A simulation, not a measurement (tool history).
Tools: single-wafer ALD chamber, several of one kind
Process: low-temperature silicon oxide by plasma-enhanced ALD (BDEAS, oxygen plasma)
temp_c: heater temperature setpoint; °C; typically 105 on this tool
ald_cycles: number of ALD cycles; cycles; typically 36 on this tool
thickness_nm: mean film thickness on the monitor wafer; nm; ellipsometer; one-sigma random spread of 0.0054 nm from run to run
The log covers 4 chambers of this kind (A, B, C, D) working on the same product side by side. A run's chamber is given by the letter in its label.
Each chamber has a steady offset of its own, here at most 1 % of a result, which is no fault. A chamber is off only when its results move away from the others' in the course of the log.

| run | day | temp_c | ald_cycles | read-back reference wafer on the same gauge, thickness_nm | thickness_nm |
|---|---|---|---|---|---|
| 1A | 0.5 | 105 | 36 | 5.7311 | 5.1177 |
| 2C | 1.133 | 105 | 36 | 5.7312 | 5.1242 |
| 3B | 1.708 | 105 | 36 | 5.7324 | 5.074 |
| 4D | 2.042 | 105 | 36 | 5.7316 | 5.1092 |
| 5C | 2.546 | 105 | 36 | 5.734 | 5.11 |
| 6B | 3.121 | 105 | 36 | 5.7338 | 5.0663 |
| 7D | 3.608 | 105 | 36 | 5.7343 | 5.1112 |
| 8A | 4.096 | 105 | 36 | 5.736 | 5.1305 |
| 9D | 4.767 | 105 | 36 | 5.7371 | 5.1005 |
| 10C | 5.092 | 105 | 36 | 5.7364 | 5.1243 |
| 11A | 5.546 | 105 | 36 | 5.7348 | 5.1372 |
| 12B | 6.008 | 105 | 36 | 5.7362 | 5.0749 |
| 13A | 6.612 | 105 | 36 | 5.7369 | 5.141 |
| 14B | 7.008 | 105 | 36 | 5.7383 | 5.0803 |
| 15C | 7.333 | 105 | 36 | 5.7394 | 5.1302 |
| 16D | 7.817 | 105 | 36 | 5.7401 | 5.1107 |
| 17B | 8.242 | 105 | 36 | 5.7406 | 5.0705 |
| 18A | 8.892 | 105 | 36 | 5.7407 | 5.1316 |
|  | 8.971 | chamber B: thermocouple changed; heater temperature recalibrated |
| 19D | 9.3 | 105 | 36 | 5.7417 | 5.1088 |
| 20C | 9.821 | 105 | 36 | 5.7431 | 5.1331 |
| 21B | 10.433 | 105 | 36 | 5.7427 | 5.0852 |
| 22C | 10.946 | 105 | 36 | 5.7429 | 5.1178 |
| 23A | 11.521 | 105 | 36 | 5.7449 | 5.1452 |
| 24D | 11.838 | 105 | 36 | 5.7444 | 5.1204 |
| 25B | 12.233 | 105 | 36 | 5.7461 | 5.0891 |
| 26D | 12.708 | 105 | 36 | 5.7452 | 5.1124 |
| 27C | 13.238 | 105 | 36 | 5.7454 | 5.1324 |
| 28A | 13.867 | 105 | 36 | 5.7466 | 5.1458 |
| 29A | 14.208 | 105 | 36 | 5.7482 | 5.1613 |
| 30B | 14.583 | 99 | 31 | 5.7483 | 4.4342 |
| 31D | 15.054 | 99 | 31 | 5.7488 | 4.4651 |
| 32C | 15.362 | 99 | 31 | 5.75 | 4.4818 |
|  | 15.896 | chamber C: thermocouple changed; heater temperature recalibrated |
| 33A | 15.938 | 99 | 31 | 5.7504 | 4.478 |
| 34B | 16.5 | 105 | 36 | 5.7492 | 5.092 |
| 35C | 16.808 | 105 | 36 | 5.7496 | 5.1393 |
| 36D | 17.288 | 105 | 36 | 5.7514 | 5.1227 |
| 37D | 17.842 | 105 | 36 | 5.7522 | 5.1148 |
| 38B | 18.196 | 105 | 36 | 5.7496 | 5.0881 |
| 39C | 18.85 | 112 | 43 | 5.7529 | 6.0623 |
| 40A | 19.154 | 112 | 43 | 5.7542 | 6.0788 |
| 41C | 19.625 | 112 | 43 | 5.7516 | 6.0555 |
| 42A | 19.938 | 112 | 43 | 5.7536 | 6.0788 |

For the next run the whole fleet of 4 chambers uses the same settings. Give each chamber's results:
| 43A | 20.421 | 117 | 36 |  | ? |
| 43B | 20.421 | 117 | 36 |  | ? |
| 43C | 20.421 | 117 | 36 |  | ? |
| 43D | 20.421 | 117 | 36 |  | ? |

| run | thickness_nm |
|---|---|
| 43A | 5.0459 |
| 43B | 4.9794 |
| 43C | 5.0261 |
| 43D | 5.0044 |
